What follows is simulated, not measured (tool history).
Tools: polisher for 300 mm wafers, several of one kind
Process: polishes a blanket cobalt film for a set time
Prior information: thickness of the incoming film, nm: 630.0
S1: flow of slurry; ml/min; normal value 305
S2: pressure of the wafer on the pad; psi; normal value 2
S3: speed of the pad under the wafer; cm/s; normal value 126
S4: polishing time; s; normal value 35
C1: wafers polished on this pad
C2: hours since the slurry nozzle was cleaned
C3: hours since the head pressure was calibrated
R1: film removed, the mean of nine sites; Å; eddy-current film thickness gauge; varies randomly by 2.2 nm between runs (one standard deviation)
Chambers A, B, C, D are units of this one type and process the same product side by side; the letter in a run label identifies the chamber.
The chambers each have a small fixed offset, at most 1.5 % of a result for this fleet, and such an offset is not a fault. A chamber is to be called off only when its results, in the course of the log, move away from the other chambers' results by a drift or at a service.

{"run": "1A", "hour": 9.4, "S1": 305, "S2": 2, "S3": 126, "S4": 35, "C1": 410, "C2": 200.1, "C3": 1148.8, "R1": 2018.4}
{"hour": 12.5, "done": "chamber C: worn pad replaced by a new one"}
{"run": "2D", "hour": 15.9, "S1": 305, "S2": 2, "S3": 126, "S4": 35, "C1": 372, "C2": 37.3, "C3": 687.7, "R1": 2060.8}
{"run": "3C", "hour": 20.2, "S1": 305, "S2": 2, "S3": 126, "S4": 35, "C1": 111, "C2": 138.6, "C3": 361.0, "R1": 2044.4}
{"hour": 21.3, "done": "chamber A: worn pad replaced by a new one"}
{"run": "4B", "hour": 27.9, "S1": 305, "S2": 2, "S3": 126, "S4": 35, "C1": 775, "C2": 598.7, "C3": 753.4, "R1": 2111.8}
{"run": "5B", "hour": 33.1, "S1": 305, "S2": 2, "S3": 126, "S4": 35, "C1": 850, "C2": 603.9, "C3": 758.6, "R1": 2050.4}
{"run": "6C", "hour": 38.6, "S1": 305, "S2": 2, "S3": 126, "S4": 35, "C1": 376, "C2": 157.0, "C3": 379.4, "R1": 2052.0}
{"hour": 42.1, "done": "chamber B: worn pad replaced by a new one"}
{"run": "7D", "hour": 44.6, "S1": 305, "S2": 2, "S3": 126, "S4": 35, "C1": 785, "C2": 66.0, "C3": 716.4, "R1": 2086.0}
{"hour": 48.8, "done": "chamber D: worn pad replaced by a new one"}
{"run": "8A", "hour": 51.5, "S1": 305, "S2": 2, "S3": 126, "S4": 35, "C1": 435, "C2": 242.2, "C3": 1190.9, "R1": 2029.2}
{"hour": 52.0, "done": "chamber A: worn pad replaced by a new one"}
{"run": "9D", "hour": 60.3, "S1": 305, "S2": 2, "S3": 126, "S4": 35, "C1": 165, "C2": 81.7, "C3": 732.1, "R1": 2064.3}
{"hour": 64.9, "done": "chamber C: worn pad replaced by a new one"}
{"run": "10C", "hour": 65.4, "S1": 305, "S2": 2, "S3": 126, "S4": 35, "C1": 7, "C2": 183.8, "C3": 406.2, "R1": 2060.7}
{"run": "11A", "hour": 70.6, "S1": 305, "S2": 2, "S3": 126, "S4": 35, "C1": 268, "C2": 261.3, "C3": 1210.0, "R1": 2046.2}
{"run": "12B", "hour": 79.0, "S1": 305, "S2": 2, "S3": 126, "S4": 35, "C1": 530, "C2": 649.8, "C3": 804.5, "R1": 2108.9}
{"hour": 83.7, "done": "chamber A: worn pad replaced by a new one"}
{"run": "13C", "hour": 84.9, "S1": 305, "S2": 2, "S3": 126, "S4": 35, "C1": 287, "C2": 203.3, "C3": 425.7, "R1": 2040.7}
{"hour": 90.2, "done": "chamber C: head pressure recalibrated"}
{"run": "14B", "hour": 90.7, "S1": 305, "S2": 2, "S3": 126, "S4": 35, "C1": 699, "C2": 661.5, "C3": 816.2, "R1": 2127.2}
{"run": "15D", "hour": 100.2, "S1": 305, "S2": 2, "S3": 126, "S4": 35, "C1": 739, "C2": 121.6, "C3": 772.0, "R1": 2072.7}
{"hour": 102.9, "done": "chamber D: worn pad replaced by a new one"}
{"run": "16A", "hour": 107.4, "S1": 305, "S2": 2, "S3": 126, "S4": 46, "C1": 341, "C2": 298.1, "C3": 1246.8, "R1": 2692.0}
{"run": "17B", "hour": 111.6, "S1": 305, "S2": 2, "S3": 126, "S4": 46, "C1": 999, "C2": 682.4, "C3": 837.1, "R1": 2743.9}
{"hour": 112.6, "done": "chamber B: worn pad replaced by a new one"}
{"run": "18D", "hour": 120.9, "S1": 305, "S2": 2, "S3": 126, "S4": 46, "C1": 259, "C2": 142.3, "C3": 792.7, "R1": 2755.7}
{"hour": 123.5, "done": "chamber A: worn pad replaced by a new one"}
{"hour": 126.6, "done": "chamber A: head pressure recalibrated"}
{"hour": 126.6, "done": "chamber C: worn pad replaced by a new one"}
{"run": "19A", "hour": 130.0, "S1": 305, "S2": 2, "S3": 126, "S4": 46, "C1": 93, "C2": 320.7, "C3": 3.4, "R1": 2709.3}
{"run": "20C", "hour": 137.4, "S1": 305, "S2": 2, "S3": 160, "S4": 35, "C1": 155, "C2": 255.8, "C3": 47.2, "R1": 2861.0}
{"run": "21B", "hour": 146.7, "S1": 305, "S2": 2, "S3": 160, "S4": 35, "C1": 490, "C2": 717.5, "C3": 872.2, "R1": 2690.7}
{"run": "22D", "hour": 152.3, "S1": 305, "S2": 2, "S3": 160, "S4": 35, "C1": 711, "C2": 173.7, "C3": 824.1, "R1": 2603.5}
{"hour": 155.6, "done": "chamber A: worn pad replaced by a new one"}
{"run": "23C", "hour": 157.3, "S1": 305, "S2": 2, "S3": 160, "S4": 35, "C1": 441, "C2": 275.7, "C3": 67.1, "R1": 2780.9}
{"run": "24A", "hour": 166.4, "S1": 305, "S2": 2, "S3": 148, "S4": 31, "C1": 155, "C2": 357.1, "C3": 39.8, "R1": 2153.6}
{"hour": 167.9, "done": "chamber D: worn pad replaced by a new one"}
{"run": "25D", "hour": 173.0, "S1": 305, "S2": 2, "S3": 148, "S4": 31, "C1": 74, "C2": 194.4, "C3": 844.8, "R1": 2145.9}
{"run": "26B", "hour": 179.9, "S1": 305, "S2": 2, "S3": 148, "S4": 31, "C1": 967, "C2": 750.7, "C3": 905.4, "R1": 2201.3}

What goes on in this fleet: one chamber off, a drifting gauge, or nothing beyond the chambers' own small offsets? Name the chamber and the cause, if any.

A service on chamber C put it out of line with the rest.
Cause: head's pressure above its setpoint, % = 8.72.

Here are 4 candidates for chamber C's next run, each the usual settings with a change, their results left as question marks. Which one brings its results back in line with what the others give on the usual settings?
To be in line, a result may differ from the other chambers' mean on the usual settings by at most: R1 77.0 Å
{"run": "27C-1", "hour": 186.8, "S1": 305, "S2": 2.1, "S3": 132, "S4": 37, "R1": "?"}
{"run": "27C-2", "hour": 186.8, "S1": 305, "S2": 2.0, "S3": 116, "S4": 35, "R1": "?"}
{"run": "27C-3", "hour": 186.8, "S1": 305, "S2": 1.9, "S3": 120, "S4": 34, "R1": "?"}
{"run": "27C-4", "hour": 186.8, "S1": 305, "S2": 2.1, "S3": 130, "S4": 35, "R1": "?"}

Other chambers, usual settings, mean: R1 2061.9 Å
run=27C-1 R1=2579.1
run=27C-2 R1=2042.0
run=27C-3 R1=1947.8
run=27C-4 R1=2402.9
27C-2 is the one that brings the chamber's results back in line with the other chambers.
